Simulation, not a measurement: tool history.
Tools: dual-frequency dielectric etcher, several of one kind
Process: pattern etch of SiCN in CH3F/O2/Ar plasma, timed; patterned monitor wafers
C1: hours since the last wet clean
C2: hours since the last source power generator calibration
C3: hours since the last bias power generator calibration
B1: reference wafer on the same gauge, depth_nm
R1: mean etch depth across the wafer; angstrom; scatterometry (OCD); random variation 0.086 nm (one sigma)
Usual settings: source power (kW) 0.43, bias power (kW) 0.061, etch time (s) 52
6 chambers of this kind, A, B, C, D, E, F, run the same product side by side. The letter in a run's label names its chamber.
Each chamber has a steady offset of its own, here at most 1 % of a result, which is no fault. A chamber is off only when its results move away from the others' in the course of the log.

{"run": "1C", "hour": 2.7, "source power (kW)": 0.43, "bias power (kW)": 0.061, "etch time (s)": 52, "C1": 48.4, "C2": 1470.9, "C3": 1984.5, "B1": 17.49, "R1": 190.67}
{"run": "2D", "hour": 6.0, "source power (kW)": 0.43, "bias power (kW)": 0.061, "etch time (s)": 52, "C1": 396.9, "C2": 27.5, "C3": 1324.4, "B1": 17.502, "R1": 188.42}
{"run": "3F", "hour": 8.5, "source power (kW)": 0.43, "bias power (kW)": 0.061, "etch time (s)": 52, "C1": 168.9, "C2": 2157.5, "C3": 1873.2, "B1": 17.497, "R1": 187.58}
{"run": "4B", "hour": 11.1, "source power (kW)": 0.43, "bias power (kW)": 0.061, "etch time (s)": 52, "C1": 50.2, "C2": 757.9, "C3": 148.6, "B1": 17.494, "R1": 190.33}
{"run": "5A", "hour": 13.4, "source power (kW)": 0.43, "bias power (kW)": 0.061, "etch time (s)": 52, "C1": 317.4, "C2": 1854.3, "C3": 1161.8, "B1": 17.501, "R1": 190.96}
{"run": "6E", "hour": 16.5, "source power (kW)": 0.43, "bias power (kW)": 0.061, "etch time (s)": 52, "C1": 438.7, "C2": 1877, "C3": 2597.9, "B1": 17.497, "R1": 188.92}
{"hour": 19.1, "done": "chamber D: wet clean of the chamber"}
{"run": "7A", "hour": 20.4, "source power (kW)": 0.43, "bias power (kW)": 0.066, "etch time (s)": 42, "C1": 324.4, "C2": 1861.3, "C3": 1168.8, "B1": 17.5, "R1": 157.27}
{"run": "8E", "hour": 22.4, "source power (kW)": 0.43, "bias power (kW)": 0.066, "etch time (s)": 42, "C1": 444.6, "C2": 1882.9, "C3": 2603.8, "B1": 17.501, "R1": 157.21}
{"run": "9F", "hour": 24.4, "source power (kW)": 0.43, "bias power (kW)": 0.066, "etch time (s)": 42, "C1": 184.8, "C2": 2173.4, "C3": 1889.1, "B1": 17.505, "R1": 157.06}
{"run": "10C", "hour": 27.7, "source power (kW)": 0.43, "bias power (kW)": 0.066, "etch time (s)": 42, "C1": 73.4, "C2": 1495.9, "C3": 2009.5, "B1": 17.489, "R1": 157.44}
{"run": "11D", "hour": 31.8, "source power (kW)": 0.43, "bias power (kW)": 0.066, "etch time (s)": 42, "C1": 12.7, "C2": 53.3, "C3": 1350.2, "B1": 17.514, "R1": 156.67}
{"run": "12B", "hour": 33.8, "source power (kW)": 0.43, "bias power (kW)": 0.066, "etch time (s)": 42, "C1": 72.9, "C2": 780.6, "C3": 171.3, "B1": 17.488, "R1": 157.28}
{"run": "13C", "hour": 35.9, "source power (kW)": 0.43, "bias power (kW)": 0.061, "etch time (s)": 52, "C1": 81.6, "C2": 1504.1, "C3": 2017.7, "B1": 17.515, "R1": 190.33}
{"run": "14A", "hour": 38.4, "source power (kW)": 0.43, "bias power (kW)": 0.061, "etch time (s)": 52, "C1": 342.4, "C2": 1879.3, "C3": 1186.8, "B1": 17.481, "R1": 190.72}
{"run": "15B", "hour": 40.5, "source power (kW)": 0.43, "bias power (kW)": 0.061, "etch time (s)": 52, "C1": 79.6, "C2": 787.3, "C3": 178, "B1": 17.487, "R1": 190.14}
{"run": "16D", "hour": 44.8, "source power (kW)": 0.53, "bias power (kW)": 0.061, "etch time (s)": 52, "C1": 25.7, "C2": 66.3, "C3": 1363.2, "B1": 17.5, "R1": 206.17}
{"hour": 46.6, "done": "chamber E: wet clean of the chamber"}
{"run": "17F", "hour": 48.8, "source power (kW)": 0.53, "bias power (kW)": 0.061, "etch time (s)": 52, "C1": 209.2, "C2": 2197.8, "C3": 1913.5, "B1": 17.501, "R1": 203.44}
{"run": "18E", "hour": 51.7, "source power (kW)": 0.53, "bias power (kW)": 0.061, "etch time (s)": 52, "C1": 5.1, "C2": 1912.2, "C3": 2633.1, "B1": 17.513, "R1": 194.56}
{"run": "19C", "hour": 55.8, "source power (kW)": 0.53, "bias power (kW)": 0.061, "etch time (s)": 52, "C1": 101.5, "C2": 1524, "C3": 2037.6, "B1": 17.495, "R1": 206.43}
{"run": "20F", "hour": 59.1, "source power (kW)": 0.53, "bias power (kW)": 0.061, "etch time (s)": 52, "C1": 219.5, "C2": 2208.1, "C3": 1923.8, "B1": 17.494, "R1": 204.13}
{"run": "21D", "hour": 61.7, "source power (kW)": 0.53, "bias power (kW)": 0.061, "etch time (s)": 52, "C1": 42.6, "C2": 83.2, "C3": 1380.1, "B1": 17.509, "R1": 205.59}
{"run": "22E", "hour": 64.2, "source power (kW)": 0.43, "bias power (kW)": 0.061, "etch time (s)": 52, "C1": 17.6, "C2": 1924.7, "C3": 2645.6, "B1": 17.5, "R1": 180.7}
{"run": "23A", "hour": 66.2, "source power (kW)": 0.43, "bias power (kW)": 0.061, "etch time (s)": 52, "C1": 370.2, "C2": 1907.1, "C3": 1214.6, "B1": 17.498, "R1": 189.29}
{"run": "24B", "hour": 70.4, "source power (kW)": 0.43, "bias power (kW)": 0.061, "etch time (s)": 52, "C1": 109.5, "C2": 817.2, "C3": 207.9, "B1": 17.484, "R1": 191.82}
{"run": "25C", "hour": 73.3, "source power (kW)": 0.43, "bias power (kW)": 0.061, "etch time (s)": 52, "C1": 119, "C2": 1541.5, "C3": 2055.1, "B1": 17.488, "R1": 189.1}
{"run": "26E", "hour": 77.1, "source power (kW)": 0.43, "bias power (kW)": 0.061, "etch time (s)": 52, "C1": 30.5, "C2": 1937.6, "C3": 2658.5, "B1": 17.497, "R1": 178.54}
{"run": "27A", "hour": 80.0, "source power (kW)": 0.43, "bias power (kW)": 0.061, "etch time (s)": 52, "C1": 384, "C2": 1920.9, "C3": 1228.4, "B1": 17.475, "R1": 189.68}
{"run": "28B", "hour": 84.1, "source power (kW)": 0.43, "bias power (kW)": 0.061, "etch time (s)": 52, "C1": 123.2, "C2": 830.9, "C3": 221.6, "B1": 17.498, "R1": 189.03}
{"run": "29D", "hour": 86.4, "source power (kW)": 0.43, "bias power (kW)": 0.061, "etch time (s)": 52, "C1": 67.3, "C2": 107.9, "C3": 1404.8, "B1": 17.512, "R1": 187.35}
{"run": "30F", "hour": 88.4, "source power (kW)": 0.43, "bias power (kW)": 0.071, "etch time (s)": 52, "C1": 248.8, "C2": 2237.4, "C3": 1953.1, "B1": 17.502, "R1": 198.86}
{"run": "31F", "hour": 91.6, "source power (kW)": 0.43, "bias power (kW)": 0.071, "etch time (s)": 52, "C1": 252, "C2": 2240.6, "C3": 1956.3, "B1": 17.525, "R1": 196.67}
{"run": "32A", "hour": 95.0, "source power (kW)": 0.43, "bias power (kW)": 0.071, "etch time (s)": 52, "C1": 399, "C2": 1935.9, "C3": 1243.4, "B1": 17.493, "R1": 199.38}
{"run": "33B", "hour": 97.0, "source power (kW)": 0.43, "bias power (kW)": 0.071, "etch time (s)": 52, "C1": 136.1, "C2": 843.8, "C3": 234.5, "B1": 17.525, "R1": 200.23}
{"run": "34E", "hour": 99.1, "source power (kW)": 0.43, "bias power (kW)": 0.071, "etch time (s)": 52, "C1": 52.5, "C2": 1959.6, "C3": 2680.5, "B1": 17.489, "R1": 189.22}
{"run": "35D", "hour": 101.7, "source power (kW)": 0.43, "bias power (kW)": 0.071, "etch time (s)": 52, "C1": 82.6, "C2": 123.2, "C3": 1420.1, "B1": 17.476, "R1": 200.36}
{"run": "36C", "hour": 105.7, "source power (kW)": 0.43, "bias power (kW)": 0.061, "etch time (s)": 52, "C1": 151.4, "C2": 1573.9, "C3": 2087.5, "B1": 17.481, "R1": 189.63}
{"run": "37E", "hour": 108.1, "source power (kW)": 0.43, "bias power (kW)": 0.061, "etch time (s)": 52, "C1": 61.5, "C2": 1968.6, "C3": 2689.5, "B1": 17.499, "R1": 180.1}
{"run": "38F", "hour": 110.7, "source power (kW)": 0.43, "bias power (kW)": 0.061, "etch time (s)": 52, "C1": 271.1, "C2": 2259.7, "C3": 1975.4, "B1": 17.486, "R1": 185.6}
{"run": "39A", "hour": 114.0, "source power (kW)": 0.43, "bias power (kW)": 0.061, "etch time (s)": 52, "C1": 418, "C2": 1954.9, "C3": 1262.4, "B1": 17.512, "R1": 190.2}
{"run": "40B", "hour": 116.8, "source power (kW)": 0.43, "bias power (kW)": 0.061, "etch time (s)": 52, "C1": 155.9, "C2": 863.6, "C3": 254.3, "B1": 17.514, "R1": 190.86}

Next, every chamber runs the same settings. What will each give?
{"run": "41A", "hour": 119.9, "source power (kW)": 0.43, "bias power (kW)": 0.061, "etch time (s)": 52, "R1": "?"}
{"run": "41B", "hour": 119.9, "source power (kW)": 0.43, "bias power (kW)": 0.061, "etch time (s)": 52, "R1": "?"}
{"run": "41C", "hour": 119.9, "source power (kW)": 0.43, "bias power (kW)": 0.061, "etch time (s)": 52, "R1": "?"}
{"run": "41D", "hour": 119.9, "source power (kW)": 0.43, "bias power (kW)": 0.061, "etch time (s)": 52, "R1": "?"}
{"run": "41E", "hour": 119.9, "source power (kW)": 0.43, "bias power (kW)": 0.061, "etch time (s)": 52, "R1": "?"}
{"run": "41F", "hour": 119.9, "source power (kW)": 0.43, "bias power (kW)": 0.061, "etch time (s)": 52, "R1": "?"}

run=41A R1=188.95
run=41B R1=189.84
run=41C R1=188.71
run=41D R1=189.37
run=41E R1=179.93
run=41F R1=189.09

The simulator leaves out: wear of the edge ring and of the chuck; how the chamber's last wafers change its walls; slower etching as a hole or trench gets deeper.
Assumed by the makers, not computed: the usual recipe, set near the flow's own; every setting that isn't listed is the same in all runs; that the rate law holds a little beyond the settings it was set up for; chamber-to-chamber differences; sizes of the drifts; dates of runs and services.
